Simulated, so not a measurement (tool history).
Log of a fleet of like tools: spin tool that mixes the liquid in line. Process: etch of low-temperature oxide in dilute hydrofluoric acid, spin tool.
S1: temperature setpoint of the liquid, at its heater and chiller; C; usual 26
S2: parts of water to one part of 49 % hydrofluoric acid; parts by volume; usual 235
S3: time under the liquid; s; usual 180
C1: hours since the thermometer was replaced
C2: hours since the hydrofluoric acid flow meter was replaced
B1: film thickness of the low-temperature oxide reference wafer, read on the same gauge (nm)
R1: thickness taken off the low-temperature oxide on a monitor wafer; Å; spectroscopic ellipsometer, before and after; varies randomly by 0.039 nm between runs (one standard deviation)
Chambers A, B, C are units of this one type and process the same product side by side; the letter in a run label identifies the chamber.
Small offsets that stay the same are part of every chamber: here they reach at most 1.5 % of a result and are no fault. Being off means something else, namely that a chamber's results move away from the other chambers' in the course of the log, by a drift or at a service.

run 1A hour=7.8 | S1=26 S2=235 S3=180 | C1=1909.3 C2=1170.6 | B1=40.008 | R1=85.359
run 2B hour=17.6 | S1=26 S2=235 S3=180 | C1=370.3 C2=515.7 | B1=40.021 | R1=85.068
run 3C hour=26.6 | S1=26 S2=235 S3=180 | C1=181.5 C2=421.4 | B1=39.986 | R1=85.618
run 4C hour=33.8 | S1=26 S2=235 S3=180 | C1=188.7 C2=428.6 | B1=40.007 | R1=85.373
run 5A hour=41.8 | S1=26 S2=235 S3=180 | C1=1943.3 C2=1204.6 | B1=39.997 | R1=84.73
run 6B hour=55.5 | S1=26 S2=235 S3=180 | C1=408.2 C2=553.6 | B1=40.016 | R1=84.456
run 7A hour=65.6 | S1=26 S2=235 S3=180 | C1=1967.1 C2=1228.4 | B1=40.004 | R1=84.886
run 8C hour=76.7 | S1=26 S2=235 S3=180 | C1=231.6 C2=471.5 | B1=39.966 | R1=84.732
run 9B hour=83.6 | S1=26 S2=235 S3=180 | C1=436.3 C2=581.7 | B1=40.012 | R1=84.407
run 10A hour=90.8 | S1=26 S2=235 S3=180 | C1=1992.3 C2=1253.6 | B1=40.001 | R1=84.748
run 11C hour=100.1 | S1=26 S2=235 S3=180 | C1=255 C2=494.9 | B1=39.987 | R1=84.595
run 12B hour=110.6 | S1=26 S2=235 S3=180 | C1=463.3 C2=608.7 | B1=40.038 | R1=84.74
run 13C hour=118.1 | S1=26 S2=235 S3=180 | C1=273 C2=512.9 | B1=39.997 | R1=84.59
run 14B hour=127.2 | S1=26 S2=235 S3=180 | C1=479.9 C2=625.3 | B1=39.996 | R1=83.289
run 15A hour=140.3 | S1=26 S2=235 S3=180 | C1=2041.8 C2=1303.1 | B1=40.024 | R1=85.208
run 16B hour=146.9 | S1=26 S2=235 S3=180 | C1=499.6 C2=645 | B1=40.026 | R1=83.27
run 17C hour=160.4 | S1=26 S2=235 S3=180 | C1=315.3 C2=555.2 | B1=39.97 | R1=84.863
run 18A hour=167.9 | S1=26 S2=235 S3=180 | C1=2069.4 C2=1330.7 | B1=39.995 | R1=84.865
run 19C hour=176.5 | S1=26 S2=235 S3=180 | C1=331.4 C2=571.3 | B1=40.011 | R1=85.2
-- hour=183.5 chamber A: thermometer replaced
run 20A hour=185.2 | S1=26 S2=160 S3=180 | C1=1.7 C2=1348 | B1=40.009 | R1=137.47
-- hour=191.9 chamber C: hydrofluoric acid flow meter replaced
run 21B hour=196.7 | S1=26 S2=160 S3=180 | C1=549.4 C2=694.8 | B1=39.965 | R1=131.67
run 22C hour=208.2 | S1=26 S2=160 S3=180 | C1=363.1 C2=16.3 | B1=40.021 | R1=137.86
run 23A hour=218.6 | S1=30 S2=235 S3=180 | C1=35.1 C2=1381.4 | B1=39.97 | R1=97.355
run 24B hour=226 | S1=30 S2=235 S3=180 | C1=578.7 C2=724.1 | B1=39.986 | R1=94.44
run 25A hour=239.1 | S1=30 S2=235 S3=180 | C1=55.6 C2=1401.9 | B1=39.971 | R1=98.251
run 26B hour=250.4 | S1=26 S2=235 S3=180 | C1=603.1 C2=748.5 | B1=39.993 | R1=82.476
run 27C hour=257.9 | S1=26 S2=235 S3=180 | C1=412.8 C2=66 | B1=39.978 | R1=84.687
run 28B hour=268.2 | S1=26 S2=235 S3=180 | C1=620.9 C2=766.3 | B1=39.987 | R1=82.625
run 29A hour=279.8 | S1=26 S2=235 S3=180 | C1=96.3 C2=1442.6 | B1=39.993 | R1=84.937
run 30C hour=289.8 | S1=30 S2=235 S3=180 | C1=444.7 C2=97.9 | B1=40.012 | R1=97.996
run 31A hour=299.5 | S1=30 S2=235 S3=180 | C1=116 C2=1462.3 | B1=40.006 | R1=97.909
run 32B hour=311.9 | S1=30 S2=235 S3=180 | C1=664.6 C2=810 | B1=40.001 | R1=93.94
run 33C hour=323.1 | S1=26 S2=165 S3=280 | C1=478 C2=131.2 | B1=40.037 | R1=203.11

Decide between three cases: one chamber stands off from its peers, the gauge reading all wafers drifts, or nothing is wrong past each chamber's small offset. Where a chamber is off, say which and what most likely put it there.

Chamber B drifts away from the others.
Likeliest cause: liquid colder than its thermometer reads (K) = 0.916.
From this log alone, it may not be told apart from: hydrofluoric acid flow below the setpoint (%).

Chamber B could run next with any of the 4 candidate recipes listed below; each alters the usual settings, and their results appear as question marks. Which one brings its results back in line with what the other chambers deliver on the usual settings?
Allowed miss from the other chambers' usual-settings mean, per result, to count as in line: R1 1.4 Å
run 34B-1 hour=332.9 | S1=26.5 S2=235 S3=180 | R1=?
run 34B-2 hour=332.9 | S1=25.5 S2=235 S3=180 | R1=?
run 34B-3 hour=332.9 | S1=25 S2=235 S3=180 | R1=?
run 34B-4 hour=332.9 | S1=27 S2=235 S3=180 | R1=?

On the usual settings, the other chambers give on average: R1 84.963 Å
run=34B-1 R1=82.874
run=34B-2 R1=79.997
run=34B-3 R1=78.57
run=34B-4 R1=84.352
34B-4 puts the chamber back in line with the other chambers.
